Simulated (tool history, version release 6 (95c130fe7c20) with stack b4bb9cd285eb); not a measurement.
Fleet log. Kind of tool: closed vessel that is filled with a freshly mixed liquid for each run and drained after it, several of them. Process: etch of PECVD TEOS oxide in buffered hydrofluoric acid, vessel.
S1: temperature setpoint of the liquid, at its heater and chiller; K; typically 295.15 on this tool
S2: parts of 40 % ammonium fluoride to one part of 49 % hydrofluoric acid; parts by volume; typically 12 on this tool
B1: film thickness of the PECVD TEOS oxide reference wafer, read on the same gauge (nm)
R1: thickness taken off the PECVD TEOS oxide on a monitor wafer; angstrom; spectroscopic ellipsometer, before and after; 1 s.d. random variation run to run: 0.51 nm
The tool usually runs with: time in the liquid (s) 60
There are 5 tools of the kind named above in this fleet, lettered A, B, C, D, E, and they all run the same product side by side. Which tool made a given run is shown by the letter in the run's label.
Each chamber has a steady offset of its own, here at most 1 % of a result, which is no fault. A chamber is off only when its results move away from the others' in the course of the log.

Run 1B, hour 6.2: usual settings; B1 29.975. Result: R1 560.37 angstrom.
Run 2D, hour 18.5: usual settings; B1 30.013. Result: R1 554.71 angstrom.
Run 3E, hour 31: usual settings; B1 29.98. Result: R1 551.83 angstrom.
Run 4C, hour 43.8: usual settings; B1 30.021. Result: R1 564.14 angstrom.
Run 5A, hour 50.2: usual settings; B1 29.994. Result: R1 556.74 angstrom.
Run 6E, hour 56.1: usual settings but S2 16 parts by volume; B1 30.032. Result: R1 418.52 angstrom.
Run 7C, hour 62: usual settings but S2 16 parts by volume; B1 30.029. Result: R1 429.41 angstrom.
Run 8A, hour 72.3: usual settings but S2 16 parts by volume; B1 30.024. Result: R1 415.11 angstrom.
Run 9B, hour 85.6: usual settings but S2 16 parts by volume; B1 30.002. Result: R1 425.7 angstrom.
Run 10D, hour 91.6: usual settings but S2 16 parts by volume; B1 30.019. Result: R1 419.38 angstrom.
Run 11C, hour 100.4: usual settings; B1 30.024. Result: R1 561.8 angstrom.
Run 12D, hour 109.6: usual settings but S2 9 parts by volume; B1 30.013. Result: R1 715.23 angstrom.
Run 13E, hour 122.6: usual settings but S2 9 parts by volume; B1 29.993. Result: R1 700.79 angstrom.
Run 14A, hour 130.5: usual settings but S2 9 parts by volume; B1 30.003. Result: R1 724.18 angstrom.
Run 15B, hour 140.5: usual settings but S2 9 parts by volume; B1 30. Result: R1 705.35 angstrom.
Run 16E, hour 151.4: usual settings but S2 9 parts by volume; B1 30.005. Result: R1 713.88 angstrom.
Run 17A, hour 159.9: usual settings; B1 29.967. Result: R1 559.26 angstrom.
Run 18C, hour 166.9: usual settings; B1 29.978. Result: R1 564.05 angstrom.
Run 19B, hour 180.1: usual settings; B1 30.012. Result: R1 563.58 angstrom.
Run 20D, hour 191.4: usual settings but S1 293.15 K; B1 29.995. Result: R1 499 angstrom.
Run 21C, hour 203: usual settings but S1 293.15 K; B1 30.015. Result: R1 492 angstrom.
Run 22A, hour 215.2: usual settings but S1 293.15 K; B1 30.018. Result: R1 501.6 angstrom.
Run 23D, hour 221.5: usual settings but S1 293.15 K; B1 29.976. Result: R1 499 angstrom.
Run 24E, hour 234.4: usual settings but S1 293.15 K; B1 30.048. Result: R1 498.8 angstrom.
Run 25B, hour 245.6: usual settings; B1 30.012. Result: R1 558.79 angstrom.
Run 26E, hour 254.8: usual settings; B1 30.003. Result: R1 559.31 angstrom.
Run 27D, hour 262.1: usual settings; B1 30.01. Result: R1 558.48 angstrom.
Run 28C, hour 274.5: usual settings; B1 29.983. Result: R1 541.8 angstrom.
At hour 277.1: chamber E: hydrofluoric acid flow meter replaced.
Run 29A, hour 280.4: usual settings but S1 297.15 K, time in the liquid (s) 35; B1 29.987. Result: R1 366.55 angstrom.
Run 30B, hour 288.9: usual settings but S1 297.15 K, time in the liquid (s) 35; B1 30.01. Result: R1 363.88 angstrom.
Run 31B, hour 301.4: usual settings but S1 297.15 K, time in the liquid (s) 35; B1 30.018. Result: R1 367.17 angstrom.
Run 32A, hour 307.6: usual settings but S1 297.15 K, time in the liquid (s) 35; B1 30.015. Result: R1 367.87 angstrom.
Run 33E, hour 317: usual settings but S1 297.15 K, time in the liquid (s) 35; B1 30.021. Result: R1 367.51 angstrom.
Run 34C, hour 327.5: usual settings; B1 29.985. Result: R1 528.93 angstrom.
Run 35D, hour 334.7: usual settings; B1 29.968. Result: R1 552.78 angstrom.
Run 36C, hour 343: usual settings; B1 29.999. Result: R1 516.81 angstrom.
Run 37B, hour 352.5: usual settings; B1 29.986. Result: R1 557.27 angstrom.
Run 38A, hour 361.8: usual settings; B1 29.994. Result: R1 567.21 angstrom.
Run 39D, hour 371.8: usual settings; B1 30.018. Result: R1 559.38 angstrom.
Run 40E, hour 385.1: usual settings; B1 29.984. Result: R1 555.98 angstrom.
Run 41C, hour 397.3: usual settings; B1 29.998. Result: R1 512.79 angstrom.
Run 42A, hour 403.8: usual settings; B1 29.986. Result: R1 558.01 angstrom.
Run 43E, hour 415.2: usual settings; B1 30.006. Result: R1 565.9 angstrom.

The same settings go to every chamber for the next run, one line per chamber below. Forecast the results for each:
Run 44A, hour 424.8: usual settings but time in the liquid (s) 50. Result: R1 ?.
Run 44B, hour 424.8: usual settings but time in the liquid (s) 50. Result: R1 ?.
Run 44C, hour 424.8: usual settings but time in the liquid (s) 50. Result: R1 ?.
Run 44D, hour 424.8: usual settings but time in the liquid (s) 50. Result: R1 ?.
Run 44E, hour 424.8: usual settings but time in the liquid (s) 50. Result: R1 ?.

run      R1
44A  460.12
44B  466.65
44C  418.51
44D  459.26
44E  466.64

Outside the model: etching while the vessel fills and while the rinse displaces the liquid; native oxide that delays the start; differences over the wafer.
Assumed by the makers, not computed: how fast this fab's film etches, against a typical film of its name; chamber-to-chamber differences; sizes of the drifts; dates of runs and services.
